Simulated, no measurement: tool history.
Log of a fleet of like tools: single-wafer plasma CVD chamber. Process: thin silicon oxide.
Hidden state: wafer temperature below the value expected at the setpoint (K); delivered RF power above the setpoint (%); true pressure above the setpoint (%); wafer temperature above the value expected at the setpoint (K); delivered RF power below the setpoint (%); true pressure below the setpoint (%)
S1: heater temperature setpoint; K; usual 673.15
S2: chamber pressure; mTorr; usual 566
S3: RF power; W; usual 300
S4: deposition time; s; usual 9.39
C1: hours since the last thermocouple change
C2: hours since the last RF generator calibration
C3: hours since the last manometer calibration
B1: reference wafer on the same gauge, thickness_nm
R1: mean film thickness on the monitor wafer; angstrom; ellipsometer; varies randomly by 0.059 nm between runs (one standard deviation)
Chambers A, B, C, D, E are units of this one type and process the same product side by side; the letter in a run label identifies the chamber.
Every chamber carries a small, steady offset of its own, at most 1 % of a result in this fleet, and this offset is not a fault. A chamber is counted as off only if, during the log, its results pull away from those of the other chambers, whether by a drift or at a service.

run,hour,S1,S2,S3,S4,C1,C2,C3,B1,R1
1C,8.6,673.15,566,300,9.39,1425.2,1327.1,92,11.802,121.04
2E,16.5,673.15,566,300,9.39,2109.2,955.9,1037.5,11.808,121.04
# hour 20.8: chamber A: thermocouple changed; heater temperature recalibrated
3B,26,673.15,566,300,9.39,76.6,465.6,327.4,11.798,121.07
4A,37.7,673.15,566,300,9.39,16.9,1225.5,372.9,11.788,119.57
5D,45.2,673.15,566,300,9.39,330.6,317.7,978.3,11.798,119.78
6D,55.5,673.15,566,300,9.39,340.9,328,988.6,11.795,120
# hour 61.1: chamber A: RF generator calibrated
7C,65,673.15,566,300,9.39,1481.6,1383.5,148.4,11.786,120.57
8E,73.2,662.15,629,300,9.39,2165.9,1012.6,1094.2,11.783,137.31
9A,81.5,662.15,629,300,9.39,60.7,20.5,416.7,11.802,136.53
10B,89,662.15,629,300,9.39,139.6,528.6,390.4,11.803,135.44
11B,97.1,662.15,629,300,9.39,147.7,536.7,398.5,11.787,137.16
12C,105.9,662.15,629,300,9.39,1522.5,1424.4,189.3,11.805,136.7
13A,114.4,673.15,566,300,9.39,93.6,53.4,449.6,11.794,119.79
14D,124.3,673.15,566,300,9.39,409.7,396.8,1057.4,11.804,120.23
15E,133.9,673.15,566,300,9.39,2226.6,1073.3,1154.9,11.814,121.36
16D,144,673.15,566,300,9.39,429.4,416.5,1077.1,11.799,120.77
17E,153.2,673.15,566,300,9.39,2245.9,1092.6,1174.2,11.802,121.65
# hour 155.3: chamber E: RF generator calibrated
18B,161.6,673.15,566,300,9.39,212.2,601.2,463,11.804,119.85
19A,172.5,673.15,566,300,9.39,151.7,111.5,507.7,11.787,121.64
20C,180.3,668.15,566,300,11.17,1596.9,1498.8,263.7,11.796,143.44
21A,191.6,668.15,566,300,11.17,170.8,130.6,526.8,11.801,146.8
22C,204.2,668.15,566,300,11.17,1620.8,1522.7,287.6,11.792,144.26
23B,213.7,668.15,566,300,11.17,264.3,653.3,515.1,11.803,144.1
24D,221.9,668.15,566,300,11.17,507.3,494.4,1155,11.799,143.17
25E,229.6,673.15,566,300,9.39,2322.3,74.3,1250.6,11.797,121.73
26D,236.2,673.15,566,300,9.39,521.6,508.7,1169.3,11.789,120.41
27A,248.7,673.15,566,300,9.39,227.9,187.7,583.9,11.793,124.48
28E,255,673.15,566,300,9.39,2347.7,99.7,1276,11.792,122.18
29C,261.4,673.15,566,300,9.39,1678,1579.9,344.8,11.794,119.99
# hour 262.4: chamber C: thermocouple changed; heater temperature recalibrated
30B,273.3,673.15,566,300,9.39,323.9,712.9,574.7,11.802,120.57
31A,280.8,673.15,566,300,9.39,260,219.8,616,11.793,124.46
32C,291,673.15,566,300,9.39,28.7,1609.5,374.4,11.8,119.31
33E,301.5,673.15,566,300,9.39,2394.2,146.2,1322.5,11.792,119.77
34D,310.9,673.15,566,300,9.39,596.3,583.4,1244,11.786,119.89
35B,323.2,673.15,566,300,9.39,373.8,762.8,624.6,11.797,119.59
36B,335.6,673.15,566,300,9.39,386.2,775.2,637,11.798,120.59
37A,347.3,673.15,566,300,9.39,326.5,286.3,682.5,11.79,126.26
38C,355.3,673.15,566,300,9.39,93,1673.8,438.7,11.796,120.1
39D,366.6,673.15,566,300,9.39,652,639.1,1299.7,11.805,119.49
40E,378.2,673.15,566,300,9.39,2470.9,222.9,1399.2,11.807,120.75

The same settings go to every chamber for the next run, one line per chamber below. Forecast the results for each:
41A,387.2,673.15,566,300,9.39,,,,,?
41B,387.2,673.15,566,300,9.39,,,,,?
41C,387.2,673.15,566,300,9.39,,,,,?
41D,387.2,673.15,566,300,9.39,,,,,?
41E,387.2,673.15,566,300,9.39,,,,,?

run,R1
41A,126.92
41B,120.75
41C,119.97
41D,119.63
41E,120.93
